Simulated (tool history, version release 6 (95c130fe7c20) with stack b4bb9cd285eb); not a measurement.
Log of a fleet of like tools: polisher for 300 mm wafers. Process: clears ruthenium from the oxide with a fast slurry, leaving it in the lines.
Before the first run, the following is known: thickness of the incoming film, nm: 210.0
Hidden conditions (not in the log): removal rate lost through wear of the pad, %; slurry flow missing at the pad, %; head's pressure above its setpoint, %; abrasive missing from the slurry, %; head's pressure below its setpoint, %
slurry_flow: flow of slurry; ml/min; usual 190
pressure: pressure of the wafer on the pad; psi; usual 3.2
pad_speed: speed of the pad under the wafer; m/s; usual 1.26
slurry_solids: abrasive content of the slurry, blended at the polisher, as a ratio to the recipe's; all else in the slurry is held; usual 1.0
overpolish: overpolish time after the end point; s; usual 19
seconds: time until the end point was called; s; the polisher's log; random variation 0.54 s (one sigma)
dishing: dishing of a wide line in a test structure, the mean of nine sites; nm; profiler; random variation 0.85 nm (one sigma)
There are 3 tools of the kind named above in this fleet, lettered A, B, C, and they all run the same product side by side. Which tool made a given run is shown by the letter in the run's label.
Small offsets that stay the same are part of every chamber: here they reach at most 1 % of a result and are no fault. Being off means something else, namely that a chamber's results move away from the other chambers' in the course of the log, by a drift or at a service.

run,hour,slurry_flow,pressure,pad_speed,slurry_solids,overpolish,wafers polished on this pad,hours since the slurry nozzle was cleaned,hours since the head pressure was calibrated,hours since the slurry blender was calibrated,seconds,dishing
1A,5.8,190,3.2,1.26,1.0,19,434,74.8,302.8,255.5,29.366,56.653
2C,10.8,190,3.2,1.26,1.0,19,373,402.4,210.6,34.9,29.203,54.522
3B,15.3,190,3.2,1.26,1.0,19,383,262.5,42.9,197.7,29.091,53.694
4A,18.2,190,3.2,1.26,1.0,19,589,87.2,315.2,267.9,29.914,54.828
5C,22.8,190,3.2,1.26,1.0,19,523,414.4,222.6,46.9,28.960,53.535
6B,25.9,190,3.2,1.26,1.0,19,516,273.1,53.5,208.3,29.130,54.221
7A,30.2,140,2.6,1.26,1.0,19,739,99.2,327.2,279.9,38.583,49.439
8B,35.5,140,2.6,1.26,1.0,19,636,282.7,63.1,217.9,37.656,49.282
# hour 38.2: chamber B: slurry nozzle cleaned
9C,40.9,140,2.6,1.26,1.0,19,749,432.5,240.7,65.0,38.014,50.202
10B,44.2,190,3.2,1.26,1.0,19,744,6.0,71.8,226.6,28.675,52.721
11A,48.1,190,3.2,1.08,1.0,11,962,117.1,345.1,297.8,33.639,39.955
# hour 48.5: chamber B: worn pad replaced by a new one
# hour 49.6: chamber A: worn pad replaced by a new one
12C,52.1,190,3.2,1.08,1.0,11,889,443.7,251.9,76.2,32.760,39.007
# hour 54.6: chamber C: worn pad replaced by a new one
13B,57.4,190,3.2,1.08,1.0,11,111,19.2,85.0,239.8,33.159,40.212
14A,62.2,190,3.2,1.26,1.0,19,157,131.2,359.2,311.9,29.196,55.780
15C,67.8,190,3.2,1.26,1.0,19,166,459.4,267.6,91.9,28.186,54.449
16B,72.6,190,3.9,1.26,1.0,10,301,34.4,100.2,255.0,24.204,45.104
17C,76.6,190,3.9,1.26,1.0,10,275,468.2,276.4,100.7,23.837,45.349
18A,79.6,190,3.9,1.26,1.0,10,375,148.6,376.6,329.3,24.565,45.975
19B,84.1,190,2.4,1.26,1.0,19,445,45.9,111.7,266.5,38.380,49.239
20A,89.2,190,2.4,1.26,1.0,19,494,158.2,386.2,338.9,38.667,49.685
21C,93.4,190,2.4,1.26,1.0,19,485,485.0,293.2,117.5,40.189,47.278
# hour 95.8: chamber A: slurry blender recalibrated
22C,97.8,190,3.2,1.26,1.0,19,540,489.4,297.6,121.9,30.272,53.935
23B,100.3,190,3.2,1.26,1.0,19,647,62.1,127.9,282.7,29.636,55.109
24A,105.1,190,3.2,1.26,1.0,19,693,174.1,402.1,9.4,29.690,56.292
# hour 107.4: chamber B: worn pad replaced by a new one
25C,108.6,190,3.2,1.26,1.0,10,675,500.2,308.4,132.7,29.629,41.175
26B,114.4,190,3.2,1.26,1.0,10,87,76.2,142.0,296.8,28.937,40.832
27A,120.2,190,3.2,1.26,1.0,10,882,189.2,417.2,24.5,28.322,42.145
28B,125.3,190,3.2,1.26,0.7,24,223,87.1,152.9,307.7,35.488,55.676
# hour 125.8: chamber C: worn pad replaced by a new one
29A,129.9,190,3.2,1.26,0.7,24,1003,198.9,426.9,34.2,35.791,55.627
# hour 134.1: chamber A: worn pad replaced by a new one
30C,134.5,190,3.2,1.26,0.7,24,109,526.1,334.3,158.6,35.137,56.238
31C,139.3,190,3.2,1.26,1.0,19,169,530.9,339.1,163.4,29.686,54.724
32A,143.5,190,3.2,1.26,1.1,19,118,212.5,440.5,47.8,28.318,56.446
33B,147.8,190,3.2,1.26,1.1,19,504,109.6,175.4,330.2,28.689,56.036
34B,151.5,190,3.2,1.26,1.1,19,550,113.3,179.1,333.9,27.802,55.347
35A,155.4,190,3.2,1.26,1.0,19,267,224.4,452.4,59.7,29.077,56.550
36C,160.7,225,3.2,1.26,1.0,19,436,552.3,360.5,184.8,28.969,54.656
37C,165.7,225,3.2,1.26,1.0,19,499,557.3,365.5,189.8,27.728,55.442
38A,168.7,225,3.2,1.26,1.0,19,433,237.7,465.7,73.0,28.993,56.241
39B,172.1,190,3.2,1.26,1.0,19,808,133.9,199.7,354.5,28.880,55.773

All chambers now run identical settings, listed one chamber a line with results as question marks. What results will each chamber show?
40A,176.3,190,3.2,1.26,1.0,19,,,,,?,?
40B,176.3,190,3.2,1.26,1.0,19,,,,,?,?
40C,176.3,190,3.2,1.26,1.0,19,,,,,?,?

run,seconds,dishing
40A,30.193,56.143
40B,28.837,53.994
40C,29.268,54.603
